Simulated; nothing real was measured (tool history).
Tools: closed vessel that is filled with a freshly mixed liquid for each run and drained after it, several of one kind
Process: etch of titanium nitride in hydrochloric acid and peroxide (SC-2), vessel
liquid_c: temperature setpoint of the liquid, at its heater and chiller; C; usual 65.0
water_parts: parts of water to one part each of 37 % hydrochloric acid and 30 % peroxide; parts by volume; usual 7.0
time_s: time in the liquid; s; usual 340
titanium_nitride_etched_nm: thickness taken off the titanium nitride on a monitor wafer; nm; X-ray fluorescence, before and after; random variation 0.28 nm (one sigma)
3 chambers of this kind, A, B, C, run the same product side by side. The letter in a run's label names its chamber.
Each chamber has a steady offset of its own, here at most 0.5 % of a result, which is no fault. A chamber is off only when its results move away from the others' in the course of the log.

run,day,liquid_c,water_parts,time_s,"read-back film thickness of the titanium nitride reference wafer, read on the same gauge (nm)",titanium_nitride_etched_nm
1C,0.183,65.0,7.0,340,40.002,30.686
2A,0.425,65.0,7.0,340,39.982,30.898
# day 0.533: chamber A: new drum of peroxide connected
3B,0.750,65.0,7.0,340,40.015,30.685
4C,0.917,65.0,7.0,340,40.016,30.397
5A,1.221,65.0,7.0,340,40.002,31.101
6B,1.479,61.5,4.0,340,39.996,37.519
7A,1.746,61.5,4.0,340,39.987,37.330
8B,2.042,61.5,4.0,340,40.011,36.884
9C,2.308,65.0,7.0,340,39.996,30.376
10A,2.546,65.0,7.0,340,40.004,31.164
11B,2.804,65.0,7.0,340,40.011,30.708
12C,3.029,65.0,7.0,340,40.022,31.214
13C,3.342,65.0,7.0,340,39.984,30.321
14B,3.608,65.0,7.0,340,39.980,31.092
# day 3.642: chamber A: chemicals flow meter replaced
15A,3.783,65.0,7.0,340,39.995,30.839
16C,3.950,65.0,7.0,340,40.010,30.509
17B,4.171,65.0,7.0,340,40.008,31.070
18A,4.367,65.0,7.0,340,39.999,31.163
19B,4.546,72.0,4.0,340,39.978,68.969
20C,4.812,72.0,4.0,340,40.005,68.780
21A,5.079,72.0,4.0,340,40.026,71.631
22A,5.238,65.0,7.0,340,39.993,30.977
23B,5.492,65.0,7.0,340,40.006,31.348
24C,5.638,65.0,7.0,340,40.031,29.493
25C,5.946,65.0,7.0,340,39.995,30.328
26A,6.238,65.0,7.0,340,40.009,31.451
27B,6.454,65.0,7.0,340,39.991,31.657
28A,6.696,65.0,9.5,340,40.025,24.489
29B,6.904,65.0,9.5,340,39.970,24.434
30C,7.233,65.0,9.5,340,39.996,23.198
# day 7.262: chamber C: thermometer replaced
31B,7.492,65.0,7.0,340,39.991,30.784
32C,7.700,65.0,5.0,340,40.018,37.998
33A,8.004,65.0,5.0,340,40.008,39.742
34B,8.288,65.0,5.0,340,39.978,39.487
35A,8.488,65.0,7.0,180,40.033,16.218
36C,8.788,65.0,7.0,180,39.975,15.332
37C,9.042,65.0,7.0,180,39.991,15.477
38B,9.288,65.0,7.0,340,40.005,31.289
39A,9.596,65.0,7.0,340,39.977,30.975
40C,9.800,65.0,7.0,340,40.003,29.175
41A,10.121,65.0,7.0,340,39.984,30.713
42B,10.271,65.0,7.0,340,40.011,30.897
# day 10.583: chamber B: chemicals flow meter replaced
43C,10.596,65.0,7.0,340,40.012,28.514
44B,10.871,65.0,7.0,340,40.014,30.502

What goes on in this fleet: one chamber off, a drifting gauge, or nothing beyond the chambers' own small offsets? Name the chamber and the cause, if any.

Chamber C drifts away from the others.
Cause: peroxide weaker than its label (%) = 7.44.
The log may not tell that from: chemicals flow below the setpoint (%).

Here are 4 candidates for chamber C's next run, each the usual settings with a change, their results left as question marks. Which one brings its results back in line with what the others give on the usual settings?
In line means no further than this from the other chambers' mean on the usual settings: titanium_nitride_etched_nm 0.980 nm
45C-1,11.108,64.5,7.0,340,,?
45C-2,11.108,65.0,7.0,365,,?
45C-3,11.108,64.5,7.0,325,,?
45C-4,11.108,65.0,7.0,345,,?

The other chambers' mean on the usual settings: titanium_nitride_etched_nm 31.076 nm
run,titanium_nitride_etched_nm
45C-1,27.765
45C-2,30.710
45C-3,26.540
45C-4,29.028
45C-2 brings the chamber back in line.
